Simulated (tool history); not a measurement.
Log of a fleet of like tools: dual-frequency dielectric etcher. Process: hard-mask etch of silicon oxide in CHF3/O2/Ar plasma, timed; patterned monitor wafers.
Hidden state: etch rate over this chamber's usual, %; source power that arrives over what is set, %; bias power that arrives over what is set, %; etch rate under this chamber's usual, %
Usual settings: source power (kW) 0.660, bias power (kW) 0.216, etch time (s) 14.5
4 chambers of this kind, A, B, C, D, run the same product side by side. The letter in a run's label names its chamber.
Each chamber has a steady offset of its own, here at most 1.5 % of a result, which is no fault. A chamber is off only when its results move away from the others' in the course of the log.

run,day,source power (kW),bias power (kW),etch time (s),hours since the last wet clean,hours since the last source power generator calibration,hours since the last bias power generator calibration,"read-back reference wafer on the same gauge, depth_nm",mean etch depth across the wafer (nm)
1B,0.462,0.660,0.216,14.5,91.7,2320.7,675.7,30.098,31.489
# day 0.788: chamber C: bias power generator calibrated
2D,0.942,0.660,0.216,14.5,111.0,868.7,1776.2,30.081,31.236
3A,1.542,0.660,0.216,14.5,367.3,216.6,487.2,30.111,31.374
4C,2.075,0.660,0.216,14.5,234.5,1506.2,30.9,30.089,31.262
5D,2.404,0.660,0.216,14.5,146.1,903.8,1811.3,30.103,31.378
6A,2.862,0.660,0.216,14.5,399.0,248.3,518.9,30.118,31.652
7C,3.375,0.660,0.216,14.5,265.7,1537.4,62.1,30.113,31.023
8B,3.838,0.660,0.216,14.5,172.7,2401.7,756.7,30.109,31.532
9B,4.400,0.660,0.216,14.5,186.2,2415.2,770.2,30.081,31.422
10A,4.954,0.660,0.216,14.5,449.2,298.5,569.1,30.106,31.769
# day 5.225: chamber B: source power generator calibrated
11D,5.362,0.660,0.216,14.5,217.1,974.8,1882.3,30.112,31.127
12C,5.750,0.760,0.189,14.5,322.7,1594.4,119.1,30.085,31.175
13C,6.271,0.760,0.189,14.5,335.2,1606.9,131.6,30.081,30.961
14B,6.838,0.760,0.189,14.5,244.7,38.8,828.7,30.099,31.779
# day 6.958: chamber A: wet clean of the chamber
15D,7.371,0.760,0.189,14.5,265.3,1023.0,1930.5,30.109,31.737
16A,7.700,0.660,0.216,14.5,17.8,364.4,635.0,30.120,31.543
17B,8.121,0.660,0.216,14.5,275.5,69.6,859.5,30.099,31.512
18A,8.746,0.560,0.216,16.5,42.9,389.5,660.1,30.104,33.837
19C,9.317,0.560,0.216,16.5,408.3,1680.0,204.7,30.102,32.331
20D,9.688,0.560,0.216,16.5,320.9,1078.6,1986.1,30.070,33.522
21B,10.150,0.560,0.216,16.5,324.2,118.3,908.2,30.105,33.575
22D,10.775,0.660,0.216,14.5,347.0,1104.7,2012.2,30.094,31.256
23C,11.200,0.660,0.216,14.5,453.5,1725.2,249.9,30.119,30.180
24A,11.725,0.660,0.216,14.5,114.4,461.0,731.6,30.128,31.515
25D,12.083,0.660,0.185,17.0,378.4,1136.1,2043.6,30.098,35.046
26B,12.633,0.660,0.185,17.0,383.8,177.9,967.8,30.113,34.976

Next, every chamber runs the same settings. What will each give?
27A,13.088,0.660,0.188,14.5,,,,,?
27B,13.088,0.660,0.188,14.5,,,,,?
27C,13.088,0.660,0.188,14.5,,,,,?
27D,13.088,0.660,0.188,14.5,,,,,?

run,mean etch depth across the wafer (nm)
27A,30.335
27B,29.936
27C,28.511
27D,29.741
